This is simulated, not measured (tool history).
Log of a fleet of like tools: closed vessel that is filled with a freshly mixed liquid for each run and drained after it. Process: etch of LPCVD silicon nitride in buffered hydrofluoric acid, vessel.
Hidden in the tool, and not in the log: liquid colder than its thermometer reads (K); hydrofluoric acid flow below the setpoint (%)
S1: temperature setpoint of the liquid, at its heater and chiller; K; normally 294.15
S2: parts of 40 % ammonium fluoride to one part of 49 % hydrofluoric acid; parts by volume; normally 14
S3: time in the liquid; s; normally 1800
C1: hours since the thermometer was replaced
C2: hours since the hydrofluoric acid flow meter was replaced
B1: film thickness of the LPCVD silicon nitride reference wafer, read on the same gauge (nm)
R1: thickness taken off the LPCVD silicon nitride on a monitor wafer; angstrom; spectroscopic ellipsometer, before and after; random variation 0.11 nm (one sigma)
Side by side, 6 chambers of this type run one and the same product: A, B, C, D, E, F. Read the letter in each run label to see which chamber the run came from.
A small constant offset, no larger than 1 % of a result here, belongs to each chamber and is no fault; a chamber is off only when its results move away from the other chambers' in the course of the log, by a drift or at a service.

run	hour	S1	S2	S3	C1	C2	B1	R1
1B	13	294.15	14	1800	671	904.5	80.021	138.06
2C	26.2	294.15	14	1800	100	229.7	80.031	139.84
3A	39.8	294.15	14	1800	2030	482.4	79.968	136.14
4D	55.7	294.15	14	1800	1123	349.8	80.007	137.19
5E	68.9	294.15	14	1800	359.5	309.1	80.012	139.76
6F	82.5	294.15	14	1800	2099.8	872.3	79.974	136.94
7D	91.5	294.15	14	1800	1158.8	385.6	79.951	139.22
8C	103.6	294.15	14	1800	177.4	307.1	80.002	138.38
9A	115.5	294.15	14	1800	2105.7	558.1	79.988	137.93
10E	129.4	294.15	14	1800	420	369.6	79.99	138.94
11B	140.8	294.15	14	1800	798.8	1032.3	79.996	138.45
12F	154.8	294.15	14	1800	2172.1	944.6	79.997	137.99
13F	170	296.65	14	1800	2187.3	959.8	79.981	157.56
14A	183.4	296.65	14	1800	2173.6	626	79.997	157.79
# hour 187.2: chamber A: hydrofluoric acid flow meter replaced
15C	199.8	296.65	14	1800	273.6	403.3	79.978	158.51
16B	212.6	296.65	14	1800	870.6	1104.1	80.007	157.54
17D	226.9	296.65	14	1800	1294.2	521	79.993	158.77
18E	235.3	296.65	14	1800	525.9	475.5	80.053	159.72
19F	251.5	294.15	14	1800	2268.8	1041.3	79.987	136.95
20A	263.2	294.15	14	1800	2253.4	76	79.997	138.11
21E	275.5	294.15	14	1800	566.1	515.7	80.033	138.86
# hour 281.2: chamber D: thermometer replaced
22B	290.2	294.15	14	1800	948.2	1181.7	80.018	138.71
23C	301	294.15	14	1800	374.8	504.5	80.042	139.3
24D	316.1	294.15	14	1800	34.9	610.2	80.008	138.55
25E	324.5	294.15	14	1800	615.1	564.7	80.018	136.99
26C	333.6	290.65	10	1800	407.4	537.1	80.026	157.62
27B	345.2	290.65	10	1800	1003.2	1236.7	80.016	154.67
# hour 355.8: chamber F: thermometer replaced
28A	356.9	290.65	10	1800	2347.1	169.7	80.015	156.79
# hour 358: chamber F: hydrofluoric acid flow meter replaced
29D	371	290.65	10	1800	89.8	665.1	80.04	155.92
30F	382.8	290.65	10	1800	27	24.8	80.019	156.8
31D	398.5	290.65	10	1800	117.3	692.6	79.965	157.35
# hour 412.2: chamber A: thermometer replaced
32E	414.6	294.15	14	1800	705.2	654.8	80.069	136.71
33C	425.7	294.15	14	1800	499.5	629.2	79.972	137.76
34F	439.6	294.15	14	1800	83.8	81.6	79.955	140.86
35B	455	294.15	14	1800	1113	1346.5	79.962	138.35
36A	463.9	294.15	14	1800	51.7	276.7	79.952	139.23
37E	474.7	294.15	14	1800	765.3	714.9	79.972	139.35
38B	487	294.15	14	1800	1145	1378.5	79.974	136.72
39A	500.6	294.15	14	1800	88.4	313.4	79.984	136.64

Is one chamber out of step, is the gauge drifting, or do the chambers differ by no more than their own small offsets? For an off chamber, give its letter and the likeliest cause.

No chamber stands off beyond its own small offset, and the gauge holds steady.

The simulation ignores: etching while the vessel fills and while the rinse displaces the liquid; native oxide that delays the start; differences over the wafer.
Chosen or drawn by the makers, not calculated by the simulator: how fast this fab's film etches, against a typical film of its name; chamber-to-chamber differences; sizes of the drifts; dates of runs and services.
